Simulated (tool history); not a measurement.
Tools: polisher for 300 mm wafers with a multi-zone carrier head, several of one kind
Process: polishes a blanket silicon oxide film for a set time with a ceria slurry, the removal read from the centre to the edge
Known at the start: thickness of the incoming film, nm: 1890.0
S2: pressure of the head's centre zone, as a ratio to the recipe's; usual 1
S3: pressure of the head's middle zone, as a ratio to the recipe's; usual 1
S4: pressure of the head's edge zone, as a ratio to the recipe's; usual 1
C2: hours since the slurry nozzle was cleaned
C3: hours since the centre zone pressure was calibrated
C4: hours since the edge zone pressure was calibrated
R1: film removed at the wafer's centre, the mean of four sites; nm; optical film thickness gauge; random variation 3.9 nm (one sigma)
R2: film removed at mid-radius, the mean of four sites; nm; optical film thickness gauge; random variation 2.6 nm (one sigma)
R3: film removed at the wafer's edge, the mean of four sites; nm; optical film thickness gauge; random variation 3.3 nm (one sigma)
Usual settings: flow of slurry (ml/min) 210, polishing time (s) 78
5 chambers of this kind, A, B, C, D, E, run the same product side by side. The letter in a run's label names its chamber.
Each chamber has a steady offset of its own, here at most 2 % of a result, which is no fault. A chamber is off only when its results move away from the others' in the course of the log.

run 1C hour=5.6 | flow_of_slurry_(ml/min)=210 S2=1 S3=1 S4=1 polishing_time_(s)=78 | wafers_polished_on_this_pad=723 C2=300.4 C3=304.8 C4=694.3 | R1=314.87 R2=318.33 R3=317.96
-- hour=6.3 chamber E: slurry nozzle cleaned
-- hour=7.2 chamber B: edge zone pressure recalibrated
run 2A hour=10.1 | flow_of_slurry_(ml/min)=210 S2=1 S3=1 S4=1 polishing_time_(s)=78 | wafers_polished_on_this_pad=255 C2=116 C3=15.7 C4=332.2 | R1=312.84 R2=312.74 R3=314.58
run 3E hour=13.2 | flow_of_slurry_(ml/min)=210 S2=1 S3=1 S4=1 polishing_time_(s)=78 | wafers_polished_on_this_pad=923 C2=6.9 C3=447.8 C4=1053.1 | R1=319.01 R2=314.09 R3=316.98
run 4B hour=17.8 | flow_of_slurry_(ml/min)=210 S2=1 S3=1 S4=1 polishing_time_(s)=78 | wafers_polished_on_this_pad=916 C2=162.6 C3=1277.5 C4=10.7 | R1=310.47 R2=318.26 R3=314.73
run 5D hour=21 | flow_of_slurry_(ml/min)=210 S2=1 S3=1 S4=1 polishing_time_(s)=78 | wafers_polished_on_this_pad=644 C2=756.4 C3=138.9 C4=474.7 | R1=304.97 R2=316.92 R3=311.05
run 6D hour=23.7 | flow_of_slurry_(ml/min)=210 S2=1 S3=1 S4=1 polishing_time_(s)=78 | wafers_polished_on_this_pad=676 C2=759.1 C3=141.6 C4=477.4 | R1=315.27 R2=318.66 R3=309.31
run 7E hour=26.6 | flow_of_slurry_(ml/min)=210 S2=1 S3=1 S4=1 polishing_time_(s)=78 | wafers_polished_on_this_pad=1079 C2=20.3 C3=461.2 C4=1066.5 | R1=320.15 R2=314.63 R3=318.05
run 8C hour=31.3 | flow_of_slurry_(ml/min)=180 S2=1 S3=1 S4=1 polishing_time_(s)=78 | wafers_polished_on_this_pad=1024 C2=326.1 C3=330.5 C4=720 | R1=299.69 R2=308.9 R3=305.84
run 9A hour=34.8 | flow_of_slurry_(ml/min)=180 S2=1 S3=1 S4=1 polishing_time_(s)=78 | wafers_polished_on_this_pad=544 C2=140.7 C3=40.4 C4=356.9 | R1=314 R2=307.02 R3=309.97
run 10B hour=38.6 | flow_of_slurry_(ml/min)=180 S2=1 S3=1 S4=1 polishing_time_(s)=78 | wafers_polished_on_this_pad=1159 C2=183.4 C3=1298.3 C4=31.5 | R1=301.69 R2=312.53 R3=311.06
run 11D hour=42.4 | flow_of_slurry_(ml/min)=180 S2=1 S3=1 S4=1 polishing_time_(s)=78 | wafers_polished_on_this_pad=894 C2=777.8 C3=160.3 C4=496.1 | R1=302.4 R2=312.29 R3=312.32
run 12E hour=45 | flow_of_slurry_(ml/min)=180 S2=1 S3=1 S4=1 polishing_time_(s)=78 | wafers_polished_on_this_pad=1295 C2=38.7 C3=479.6 C4=1084.9 | R1=305.89 R2=303.42 R3=309.28
-- hour=45.1 chamber B: worn pad replaced by a new one
run 13B hour=48.4 | flow_of_slurry_(ml/min)=210 S2=1 S3=1 S4=1 polishing_time_(s)=78 | wafers_polished_on_this_pad=39 C2=193.2 C3=1308.1 C4=41.3 | R1=304.25 R2=321.62 R3=308.82
-- hour=53.5 chamber D: worn pad replaced by a new one
run 14A hour=53.9 | flow_of_slurry_(ml/min)=210 S2=1 S3=1 S4=1 polishing_time_(s)=78 | wafers_polished_on_this_pad=767 C2=159.8 C3=59.5 C4=376 | R1=315.69 R2=313.87 R3=314.36
-- hour=54.3 chamber C: worn pad replaced by a new one
-- hour=55.5 chamber E: worn pad replaced by a new one
run 15C hour=59.2 | flow_of_slurry_(ml/min)=210 S2=1 S3=1 S4=1 polishing_time_(s)=78 | wafers_polished_on_this_pad=58 C2=354 C3=358.4 C4=747.9 | R1=323.33 R2=313.39 R3=312.96
-- hour=61.1 chamber D: slurry nozzle cleaned
run 16C hour=63.1 | flow_of_slurry_(ml/min)=210 S2=1 S3=1 S4=1.08 polishing_time_(s)=78 | wafers_polished_on_this_pad=104 C2=357.9 C3=362.3 C4=751.8 | R1=312.42 R2=314.28 R3=326.87
run 17D hour=67.1 | flow_of_slurry_(ml/min)=210 S2=1 S3=1 S4=1.08 polishing_time_(s)=78 | wafers_polished_on_this_pad=159 C2=6 C3=185 C4=520.8 | R1=315.84 R2=318.98 R3=326.75
-- hour=67.6 chamber E: centre zone pressure recalibrated
run 18B hour=71.5 | flow_of_slurry_(ml/min)=210 S2=1 S3=1 S4=1.08 polishing_time_(s)=78 | wafers_polished_on_this_pad=309 C2=216.3 C3=1331.2 C4=64.4 | R1=313.8 R2=316.65 R3=325.45
run 19E hour=76.1 | flow_of_slurry_(ml/min)=210 S2=1 S3=1 S4=1.08 polishing_time_(s)=78 | wafers_polished_on_this_pad=241 C2=69.8 C3=8.6 C4=1116 | R1=351.32 R2=311.55 R3=329.75
run 20A hour=79.7 | flow_of_slurry_(ml/min)=210 S2=1 S3=1 S4=1.08 polishing_time_(s)=78 | wafers_polished_on_this_pad=1069 C2=185.6 C3=85.3 C4=401.8 | R1=312.53 R2=313.4 R3=328.66
run 21C hour=84.7 | flow_of_slurry_(ml/min)=210 S2=1 S3=1 S4=1 polishing_time_(s)=78 | wafers_polished_on_this_pad=356 C2=379.5 C3=383.9 C4=773.4 | R1=307.95 R2=314.67 R3=314.45
run 22B hour=87.7 | flow_of_slurry_(ml/min)=210 S2=1 S3=1 S4=1 polishing_time_(s)=78 | wafers_polished_on_this_pad=498 C2=232.5 C3=1347.4 C4=80.6 | R1=312.72 R2=317.05 R3=316.2
-- hour=91.2 chamber B: centre zone pressure recalibrated
run 23E hour=92 | flow_of_slurry_(ml/min)=210 S2=1 S3=1 S4=1 polishing_time_(s)=78 | wafers_polished_on_this_pad=426 C2=85.7 C3=24.5 C4=1131.9 | R1=355.73 R2=314.97 R3=311.39
run 24D hour=97.1 | flow_of_slurry_(ml/min)=210 S2=1 S3=1 S4=1 polishing_time_(s)=78 | wafers_polished_on_this_pad=510 C2=36 C3=215 C4=550.8 | R1=317.56 R2=314.43 R3=318.32
run 25A hour=99.7 | flow_of_slurry_(ml/min)=210 S2=1 S3=1 S4=1 polishing_time_(s)=78 | wafers_polished_on_this_pad=1303 C2=205.6 C3=105.3 C4=421.8 | R1=320.06 R2=314.12 R3=317.22
-- hour=100.3 chamber A: worn pad replaced by a new one
run 26B hour=104.4 | flow_of_slurry_(ml/min)=210 S2=1 S3=1 S4=1 polishing_time_(s)=78 | wafers_polished_on_this_pad=693 C2=249.2 C3=13.2 C4=97.3 | R1=318.78 R2=324.33 R3=310.28
run 27E hour=107.1 | flow_of_slurry_(ml/min)=210 S2=1 S3=1 S4=1 polishing_time_(s)=78 | wafers_polished_on_this_pad=603 C2=100.8 C3=39.6 C4=1147 | R1=356.44 R2=317.83 R3=323.62
run 28D hour=110.9 | flow_of_slurry_(ml/min)=210 S2=1 S3=1 S4=1 polishing_time_(s)=78 | wafers_polished_on_this_pad=671 C2=49.8 C3=228.8 C4=564.6 | R1=321.81 R2=316.74 R3=316.68
run 29A hour=115.3 | flow_of_slurry_(ml/min)=210 S2=1 S3=1 S4=1 polishing_time_(s)=78 | wafers_polished_on_this_pad=176 C2=221.2 C3=120.9 C4=437.4 | R1=318.22 R2=313.34 R3=317.43
run 30C hour=118.3 | flow_of_slurry_(ml/min)=210 S2=1 S3=1 S4=1 polishing_time_(s)=78 | wafers_polished_on_this_pad=749 C2=413.1 C3=417.5 C4=807 | R1=309.02 R2=309.44 R3=312.79
run 31E hour=123 | flow_of_slurry_(ml/min)=210 S2=1 S3=1 S4=1 polishing_time_(s)=78 | wafers_polished_on_this_pad=789 C2=116.7 C3=55.5 C4=1162.9 | R1=346.65 R2=315.66 R3=315.45
run 32C hour=128.5 | flow_of_slurry_(ml/min)=210 S2=1 S3=1 S4=1 polishing_time_(s)=67 | wafers_polished_on_this_pad=868 C2=423.3 C3=427.7 C4=817.2 | R1=265.03 R2=269.97 R3=265.57
run 33B hour=131 | flow_of_slurry_(ml/min)=210 S2=1 S3=1 S4=1 polishing_time_(s)=67 | wafers_polished_on_this_pad=1004 C2=275.8 C3=39.8 C4=123.9 | R1=269.15 R2=270.92 R3=269.3

Next, every chamber runs the same settings. What will each give?
run 34A hour=135.2 | flow_of_slurry_(ml/min)=210 S2=1 S3=1 S4=1 polishing_time_(s)=78 | R1=? R2=? R3=?
run 34B hour=135.2 | flow_of_slurry_(ml/min)=210 S2=1 S3=1 S4=1 polishing_time_(s)=78 | R1=? R2=? R3=?
run 34C hour=135.2 | flow_of_slurry_(ml/min)=210 S2=1 S3=1 S4=1 polishing_time_(s)=78 | R1=? R2=? R3=?
run 34D hour=135.2 | flow_of_slurry_(ml/min)=210 S2=1 S3=1 S4=1 polishing_time_(s)=78 | R1=? R2=? R3=?
run 34E hour=135.2 | flow_of_slurry_(ml/min)=210 S2=1 S3=1 S4=1 polishing_time_(s)=78 | R1=? R2=? R3=?

run=34A R1=307.14 R2=314.24 R3=319.68
run=34B R1=315.4 R2=318.66 R3=316.43
run=34C R1=309.8 R2=309.89 R3=316.01
run=34D R1=322.71 R2=319.15 R3=320.69
run=34E R1=346.58 R2=315.83 R3=320.27
